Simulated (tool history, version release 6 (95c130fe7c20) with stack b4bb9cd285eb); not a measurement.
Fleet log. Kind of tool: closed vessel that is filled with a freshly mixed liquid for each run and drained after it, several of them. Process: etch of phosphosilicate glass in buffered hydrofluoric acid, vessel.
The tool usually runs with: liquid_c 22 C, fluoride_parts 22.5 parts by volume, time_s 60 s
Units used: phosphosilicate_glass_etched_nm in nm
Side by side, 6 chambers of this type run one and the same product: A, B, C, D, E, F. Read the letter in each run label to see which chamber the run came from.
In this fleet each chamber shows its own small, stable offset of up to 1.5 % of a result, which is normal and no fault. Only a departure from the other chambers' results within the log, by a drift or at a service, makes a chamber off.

run,hour,liquid_c,fluoride_parts,time_s,"read-back film thickness of the phosphosilicate glass reference wafer, read on the same gauge (nm)",phosphosilicate_glass_etched_nm
1B,8.6,22,22.5,60,89.955,246.84
2C,14.6,22,22.5,60,89.968,254.23
3D,20.4,22,22.5,60,89.979,251.58
4E,26.8,22,22.5,60,90.044,253.97
5F,33,22,22.5,60,90.001,257.62
6A,39.3,22,22.5,60,89.968,254.37
7F,48.9,22,22.5,60,90.022,255.21
8E,59.3,22,22.5,60,89.989,256.87
9C,65,22,22.5,60,89.962,258.7
10A,71.1,22,22.5,60,89.991,252.4
11B,79.1,22,22.5,60,90.005,245.35
12D,87.2,22,22.5,60,89.985,253.32
13C,93.3,22,22.5,60,89.983,256.74
14F,101.2,22,22.5,60,89.972,256.16
15B,109.5,22,22.5,60,90.002,251.83
16E,118.1,25,30,60,90.013,246.72
17A,127.8,25,30,60,89.968,248.22
18D,135.1,25,30,60,90.009,241.8
19A,140.8,25,30,60,89.997,248.61
20B,149.3,25,30,60,89.984,241.89
21D,157.4,25,30,60,90.001,246.34
22E,164.1,22,22.5,60,90.039,252.49
# hour 165: chamber C: hydrofluoric acid flow meter replaced
23F,172.4,20,22.5,40,89.979,153.9
24C,181.3,20,22.5,40,89.969,152.86
25C,190.3,20,22.5,40,90.013,152.17
26D,197,20,22.5,40,90.014,150.06
27B,206.5,20,22.5,40,90.024,147.13
28A,211.4,20,22.5,40,90.054,156.91
# hour 211.6: chamber B: thermometer replaced
29F,217,22,22.5,60,89.97,254.86
30E,223.5,22,22.5,60,90.007,253.63
31A,233.2,22,22.5,60,90.034,265.82
32E,238.1,22,22.5,60,90.021,250.98
33F,244.5,22,22.5,60,90.004,253.35
34B,250,22,22.5,60,90.022,249.1
35D,260.3,22,22.5,60,89.969,250.54
36C,270.5,22,22.5,60,90.002,256.44
37A,279.2,22,22.5,60,89.97,267.4
38B,283.7,22,22.5,60,90.016,249.06
39C,291.5,22,22.5,60,90.023,253.32

Is one chamber off against the others, does the gauge drift, or is nothing wrong? If a chamber is off, say which, and what the likeliest cause is.

Little by little, chamber A moves away from the other chambers.
What lies behind it: hydrofluoric acid flow above the setpoint (%) = 9.45.
The log might look much the same if the cause were instead: liquid hotter than its thermometer reads (K).

Below are 4 candidate recipes for chamber A's next run, each the usual settings with a change, their results shown as question marks. Which of them brings A's results back in line with what the other chambers give on the usual settings?
In line here means within this much of the mean the other chambers give on the usual settings: phosphosilicate_glass_etched_nm 6.1 nm
40A-1,299,22,22,60,,?
40A-2,299,22,21,60,,?
40A-3,299,21,22.5,60,,?
40A-4,299,22,23,60,,?

What the other chambers average on the usual settings: phosphosilicate_glass_etched_nm 253.87 nm
run,phosphosilicate_glass_etched_nm
40A-1,275.45
40A-2,288.21
40A-3,256.62
40A-4,267.03
40A-3 brings the chamber back in line.
